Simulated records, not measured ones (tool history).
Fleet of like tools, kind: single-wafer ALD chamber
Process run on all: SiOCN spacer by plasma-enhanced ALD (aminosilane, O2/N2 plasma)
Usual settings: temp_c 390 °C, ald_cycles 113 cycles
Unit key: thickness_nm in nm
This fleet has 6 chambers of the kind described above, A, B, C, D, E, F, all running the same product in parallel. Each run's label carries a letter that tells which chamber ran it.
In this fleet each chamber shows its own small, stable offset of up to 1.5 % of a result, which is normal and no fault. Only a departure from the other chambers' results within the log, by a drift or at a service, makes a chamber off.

run	day	temp_c	ald_cycles	hours since the last thermocouple change	read-back reference wafer on the same gauge, thickness_nm	thickness_nm
1C	0.533	390	113	94.8	5.4547	6.82
2E	1.146	390	113	2166.7	5.4619	6.8314
3B	1.675	390	113	94	5.4617	6.8372
4A	2.112	390	113	1159.3	5.4595	6.8341
5F	2.4	390	113	935.4	5.4605	6.7466
6D	2.9	390	113	901.4	5.4655	6.7947
7D	3.483	390	113	915.4	5.4585	6.8458
8B	3.967	390	113	149	5.4621	6.8454
9E	4.367	390	113	2244	5.4559	6.8442
10A	4.954	390	113	1227.5	5.4584	6.7736
# day 5.45: chamber F: thermocouple changed; heater temperature recalibrated
11C	5.504	390	113	214.1	5.4588	6.7747
12F	5.921	390	113	11.4	5.4592	6.6767
13C	6.3	390	113	233.2	5.4563	6.8009
14E	6.575	390	113	2297	5.4548	6.8312
15F	6.933	390	113	35.7	5.4593	6.7072
16D	7.446	390	113	1010.5	5.4576	6.8136
17B	7.975	390	113	245.2	5.4595	6.754
18A	8.258	396	131	1306.8	5.4529	7.8741
19A	8.567	396	131	1314.2	5.4571	7.8867
20F	9.183	396	131	89.7	5.4618	7.8108
21D	9.546	396	131	1060.9	5.4528	7.8852
22C	10.171	396	131	326.1	5.4611	7.839
23E	10.788	396	131	2398.1	5.4591	7.8477
# day 11.1: chamber E: thermocouple changed; heater temperature recalibrated
24B	11.304	390	113	325.1	5.4634	6.8146
# day 11.692: chamber A: thermocouple changed; heater temperature recalibrated
25A	11.888	390	113	4.7	5.4625	6.7666
26F	12.425	390	113	167.5	5.4591	6.7559
27D	12.888	390	113	1141.1	5.4574	6.8054
28B	13.346	390	113	374.1	5.4593	6.7958
29C	13.717	390	113	411.2	5.4619	6.7665
30E	14.179	390	113	73.9	5.4652	6.7936
31F	14.462	390	113	216.4	5.4596	6.7541
32D	14.762	390	113	1186.1	5.4617	6.7597
33B	15.362	390	113	422.5	5.4604	6.8365
34C	15.85	390	113	462.4	5.452	6.8339
35E	16.212	390	113	122.7	5.456	6.8081
36A	16.838	390	113	123.5	5.4596	6.8214
37C	17.396	405	122	499.5	5.4619	7.2566
38F	17.817	405	122	296.9	5.4583	7.1048

Is one chamber off against the others, does the gauge drift, or is nothing wrong? If a chamber is off, say which, and what the likeliest cause is.

No chamber stands off beyond its own small offset, and the gauge holds steady.

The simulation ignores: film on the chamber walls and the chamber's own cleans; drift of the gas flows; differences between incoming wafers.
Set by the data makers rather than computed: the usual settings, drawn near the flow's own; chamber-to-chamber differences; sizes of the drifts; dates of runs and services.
